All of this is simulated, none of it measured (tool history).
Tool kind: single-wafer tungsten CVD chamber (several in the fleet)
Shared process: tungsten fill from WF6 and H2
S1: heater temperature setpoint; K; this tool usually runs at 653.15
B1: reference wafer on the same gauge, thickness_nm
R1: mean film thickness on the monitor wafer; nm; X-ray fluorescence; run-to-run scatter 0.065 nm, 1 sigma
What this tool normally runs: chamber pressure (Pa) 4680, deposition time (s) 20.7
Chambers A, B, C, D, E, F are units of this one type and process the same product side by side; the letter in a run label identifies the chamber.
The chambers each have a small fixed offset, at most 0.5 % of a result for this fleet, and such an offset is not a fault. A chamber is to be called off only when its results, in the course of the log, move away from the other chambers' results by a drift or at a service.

Run 1F, hour 4.2: usual settings; B1 50.507. Result: R1 44.076 nm.
Run 2A, hour 8.0: usual settings; B1 50.503. Result: R1 43.809 nm.
Run 3D, hour 12.7: usual settings; B1 50.504. Result: R1 43.788 nm.
Run 4B, hour 16.3: usual settings; B1 50.542. Result: R1 44.030 nm.
Run 5C, hour 18.8: usual settings; B1 50.529. Result: R1 43.966 nm.
Run 6E, hour 22.0: usual settings; B1 50.541. Result: R1 44.103 nm.
Run 7B, hour 25.8: usual settings; B1 50.541. Result: R1 44.137 nm.
Run 8D, hour 30.3: usual settings; B1 50.568. Result: R1 43.868 nm.
Run 9C, hour 35.1: usual settings; B1 50.582. Result: R1 44.005 nm.
Run 10A, hour 39.7: usual settings; B1 50.579. Result: R1 43.971 nm.
Run 11E, hour 42.1: usual settings; B1 50.580. Result: R1 43.930 nm.
Run 12F, hour 46.9: usual settings; B1 50.622. Result: R1 44.268 nm.
Run 13E, hour 50.9: usual settings; B1 50.613. Result: R1 44.102 nm.
Run 14A, hour 54.7: usual settings; B1 50.623. Result: R1 44.003 nm.
Run 15D, hour 57.7: usual settings; B1 50.617. Result: R1 43.939 nm.
Run 16C, hour 60.0: usual settings but chamber pressure (Pa) 3560; B1 50.615. Result: R1 38.586 nm.
Run 17F, hour 63.2: usual settings but chamber pressure (Pa) 3560; B1 50.622. Result: R1 39.027 nm.
Run 18B, hour 66.0: usual settings but chamber pressure (Pa) 3560; B1 50.638. Result: R1 38.834 nm.
Run 19C, hour 70.1: usual settings but chamber pressure (Pa) 3560; B1 50.648. Result: R1 38.716 nm.
Run 20F, hour 73.9: usual settings but chamber pressure (Pa) 3560; B1 50.665. Result: R1 38.929 nm.
Run 21D, hour 76.9: usual settings but chamber pressure (Pa) 3560; B1 50.658. Result: R1 38.509 nm.
Run 22A, hour 80.7: usual settings; B1 50.669. Result: R1 44.097 nm.
Run 23E, hour 83.0: usual settings but S1 640.15 K, chamber pressure (Pa) 5760; B1 50.663. Result: R1 37.016 nm.
Run 24B, hour 86.6: usual settings but S1 640.15 K, chamber pressure (Pa) 5760; B1 50.696. Result: R1 36.885 nm.
Run 25A, hour 89.0: usual settings but S1 640.15 K, chamber pressure (Pa) 5760; B1 50.679. Result: R1 37.180 nm.
Run 26C, hour 91.3: usual settings but S1 640.15 K, chamber pressure (Pa) 5760; B1 50.710. Result: R1 37.111 nm.
Run 27D, hour 93.7: usual settings but S1 640.15 K, chamber pressure (Pa) 5760; B1 50.704. Result: R1 37.054 nm.
Run 28E, hour 96.1: usual settings but S1 640.15 K, chamber pressure (Pa) 5760; B1 50.717. Result: R1 36.997 nm.
Run 29B, hour 100.9: usual settings but S1 645.15 K, chamber pressure (Pa) 5160; B1 50.722. Result: R1 39.172 nm.
Run 30F, hour 105.3: usual settings but S1 645.15 K, chamber pressure (Pa) 5160; B1 50.717. Result: R1 39.224 nm.
Run 31E, hour 109.6: usual settings but S1 645.15 K, chamber pressure (Pa) 5160; B1 50.735. Result: R1 39.133 nm.
Run 32F, hour 112.4: usual settings but S1 645.15 K, chamber pressure (Pa) 5160; B1 50.753. Result: R1 39.124 nm.
Run 33B, hour 114.6: usual settings but S1 645.15 K, chamber pressure (Pa) 5160; B1 50.741. Result: R1 39.268 nm.
Run 34C, hour 119.3: usual settings but S1 645.15 K, chamber pressure (Pa) 5160; B1 50.736. Result: R1 39.236 nm.
Run 35D, hour 123.8: usual settings but S1 660.15 K, chamber pressure (Pa) 4146; B1 50.757. Result: R1 47.652 nm.
Run 36A, hour 128.6: usual settings but S1 660.15 K, chamber pressure (Pa) 4146; B1 50.776. Result: R1 47.811 nm.
Run 37E, hour 132.5: usual settings but S1 660.15 K, chamber pressure (Pa) 4146; B1 50.784. Result: R1 48.196 nm.
Run 38A, hour 136.4: usual settings but S1 660.15 K, chamber pressure (Pa) 4146; B1 50.788. Result: R1 47.718 nm.
Run 39F, hour 138.8: usual settings but S1 660.15 K, chamber pressure (Pa) 4146; B1 50.781. Result: R1 48.329 nm.
Run 40C, hour 141.5: usual settings but S1 660.15 K, chamber pressure (Pa) 4146; B1 50.801. Result: R1 48.023 nm.

Predict what each chamber gives when all 6 of them run the settings below next.
Run 41A, hour 145.1: usual settings but chamber pressure (Pa) 5293. Result: R1 ?.
Run 41B, hour 145.1: usual settings but chamber pressure (Pa) 5293. Result: R1 ?.
Run 41C, hour 145.1: usual settings but chamber pressure (Pa) 5293. Result: R1 ?.
Run 41D, hour 145.1: usual settings but chamber pressure (Pa) 5293. Result: R1 ?.
Run 41E, hour 145.1: usual settings but chamber pressure (Pa) 5293. Result: R1 ?.
Run 41F, hour 145.1: usual settings but chamber pressure (Pa) 5293. Result: R1 ?.

run      R1
41A  46.981
41B  46.881
41C  47.045
41D  46.730
41E  46.959
41F  46.990
